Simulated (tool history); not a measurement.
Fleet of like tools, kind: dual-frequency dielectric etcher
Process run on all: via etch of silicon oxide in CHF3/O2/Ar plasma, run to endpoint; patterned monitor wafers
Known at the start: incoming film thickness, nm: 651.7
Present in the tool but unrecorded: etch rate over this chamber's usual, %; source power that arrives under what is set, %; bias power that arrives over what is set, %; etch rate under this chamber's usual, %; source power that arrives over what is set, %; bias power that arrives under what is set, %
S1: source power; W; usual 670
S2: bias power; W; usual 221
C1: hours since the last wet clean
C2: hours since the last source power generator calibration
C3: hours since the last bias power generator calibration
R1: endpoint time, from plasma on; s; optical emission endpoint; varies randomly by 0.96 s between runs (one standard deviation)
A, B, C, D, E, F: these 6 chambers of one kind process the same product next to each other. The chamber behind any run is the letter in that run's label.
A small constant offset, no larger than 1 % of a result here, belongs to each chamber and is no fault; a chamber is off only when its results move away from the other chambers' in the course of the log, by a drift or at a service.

run 1B hour=4.2 | S1=670 S2=221 | C1=52.1 C2=2085.4 C3=836.2 | R1=290.41
run 2E hour=9 | S1=670 S2=221 | C1=350.6 C2=3886.5 C3=1475.2 | R1=294.47
run 3C hour=13.3 | S1=670 S2=221 | C1=132.7 C2=1991.1 C3=495.6 | R1=295.67
run 4A hour=17 | S1=670 S2=221 | C1=269.6 C2=2102.5 C3=1527.5 | R1=296.21
run 5F hour=23.9 | S1=670 S2=221 | C1=255.3 C2=3280.5 C3=143.2 | R1=297.64
run 6D hour=28.5 | S1=750 S2=221 | C1=476.6 C2=441.3 C3=1832 | R1=284.25
run 7D hour=34.9 | S1=750 S2=221 | C1=483 C2=447.7 C3=1838.4 | R1=284.05
run 8A hour=42.2 | S1=750 S2=221 | C1=294.8 C2=2127.7 C3=1552.7 | R1=284.27
run 9C hour=45.8 | S1=750 S2=221 | C1=165.2 C2=2023.6 C3=528.1 | R1=284.57
-- hour=49.5 chamber E: wet clean of the chamber
run 10B hour=52.9 | S1=750 S2=221 | C1=100.8 C2=2134.1 C3=884.9 | R1=280.97
run 11F hour=56.6 | S1=750 S2=221 | C1=288 C2=3313.2 C3=175.9 | R1=283.47
run 12E hour=63.1 | S1=620 S2=246 | C1=13.6 C2=3940.6 C3=1529.3 | R1=290.46
run 13A hour=68.6 | S1=620 S2=246 | C1=321.2 C2=2154.1 C3=1579.1 | R1=293.61
run 14C hour=72.4 | S1=620 S2=246 | C1=191.8 C2=2050.2 C3=554.7 | R1=293.97
run 15E hour=79.9 | S1=620 S2=246 | C1=30.4 C2=3957.4 C3=1546.1 | R1=289.17
run 16F hour=85.7 | S1=620 S2=246 | C1=317.1 C2=3342.3 C3=205 | R1=291.38
-- hour=90.1 chamber D: wet clean of the chamber
run 17D hour=90.1 | S1=620 S2=246 | C1=0.1 C2=502.9 C3=1893.6 | R1=293.4
run 18B hour=97.5 | S1=580 S2=174 | C1=145.4 C2=2178.7 C3=929.5 | R1=334.75
run 19B hour=101.2 | S1=580 S2=174 | C1=149.1 C2=2182.4 C3=933.2 | R1=337.97
run 20E hour=106.1 | S1=580 S2=174 | C1=56.6 C2=3983.6 C3=1572.3 | R1=334.75
run 21D hour=113 | S1=580 S2=174 | C1=23 C2=525.8 C3=1916.5 | R1=339.87
run 22A hour=118.7 | S1=580 S2=174 | C1=371.3 C2=2204.2 C3=1629.2 | R1=339.09
run 23F hour=125.8 | S1=580 S2=174 | C1=357.2 C2=3382.4 C3=245.1 | R1=332.18
run 24C hour=132.3 | S1=670 S2=221 | C1=251.7 C2=2110.1 C3=614.6 | R1=297.38
run 25E hour=135.6 | S1=670 S2=221 | C1=86.1 C2=4013.1 C3=1601.8 | R1=294.39
run 26C hour=142.5 | S1=670 S2=221 | C1=261.9 C2=2120.3 C3=624.8 | R1=296.93
run 27A hour=145.9 | S1=670 S2=221 | C1=398.5 C2=2231.4 C3=1656.4 | R1=295.52
run 28F hour=151 | S1=670 S2=221 | C1=382.4 C2=3407.6 C3=270.3 | R1=291.44
run 29D hour=157.5 | S1=670 S2=221 | C1=67.5 C2=570.3 C3=1961 | R1=296.28
run 30B hour=164.6 | S1=670 S2=221 | C1=212.5 C2=2245.8 C3=996.6 | R1=292.43
run 31C hour=171.8 | S1=670 S2=221 | C1=291.2 C2=2149.6 C3=654.1 | R1=297.29
run 32A hour=177 | S1=670 S2=221 | C1=429.6 C2=2262.5 C3=1687.5 | R1=296.54
run 33F hour=181 | S1=670 S2=221 | C1=412.4 C2=3437.6 C3=300.3 | R1=287.91
run 34B hour=186.8 | S1=670 S2=221 | C1=234.7 C2=2268 C3=1018.8 | R1=294.44
run 35E hour=194 | S1=670 S2=221 | C1=144.5 C2=4071.5 C3=1660.2 | R1=292.94
run 36D hour=200.7 | S1=670 S2=221 | C1=110.7 C2=613.5 C3=2004.2 | R1=296.68
run 37C hour=208.1 | S1=670 S2=221 | C1=327.5 C2=2185.9 C3=690.4 | R1=297.27

Is one chamber out of step, is the gauge drifting, or do the chambers differ by no more than their own small offsets? For an off chamber, give its letter and the likeliest cause.

It is chamber F that slowly wanders off from its peers.
Most likely cause: etch rate over this chamber's usual, % = 3.75.

Chamber F could run next with any of the 4 candidate recipes listed below; each alters the usual settings, and their results appear as question marks. Which one brings its results back in line with what the other chambers deliver on the usual settings?
A result is in line if it is within this distance of the other chambers' mean on the usual settings: R1 3.4 s
run 38F-1 hour=213.6 | S1=680 S2=224 | R1=?
run 38F-2 hour=213.6 | S1=640 S2=213 | R1=?
run 38F-3 hour=213.6 | S1=720 S2=221 | R1=?
run 38F-4 hour=213.6 | S1=670 S2=215 | R1=?

The other chambers' mean on the usual settings: R1 295.02 s
run=38F-1 R1=283.54
run=38F-2 R1=295.15
run=38F-3 R1=278.84
run=38F-4 R1=289.19
38F-2 is the one that brings the chamber's results back in line with the other chambers.

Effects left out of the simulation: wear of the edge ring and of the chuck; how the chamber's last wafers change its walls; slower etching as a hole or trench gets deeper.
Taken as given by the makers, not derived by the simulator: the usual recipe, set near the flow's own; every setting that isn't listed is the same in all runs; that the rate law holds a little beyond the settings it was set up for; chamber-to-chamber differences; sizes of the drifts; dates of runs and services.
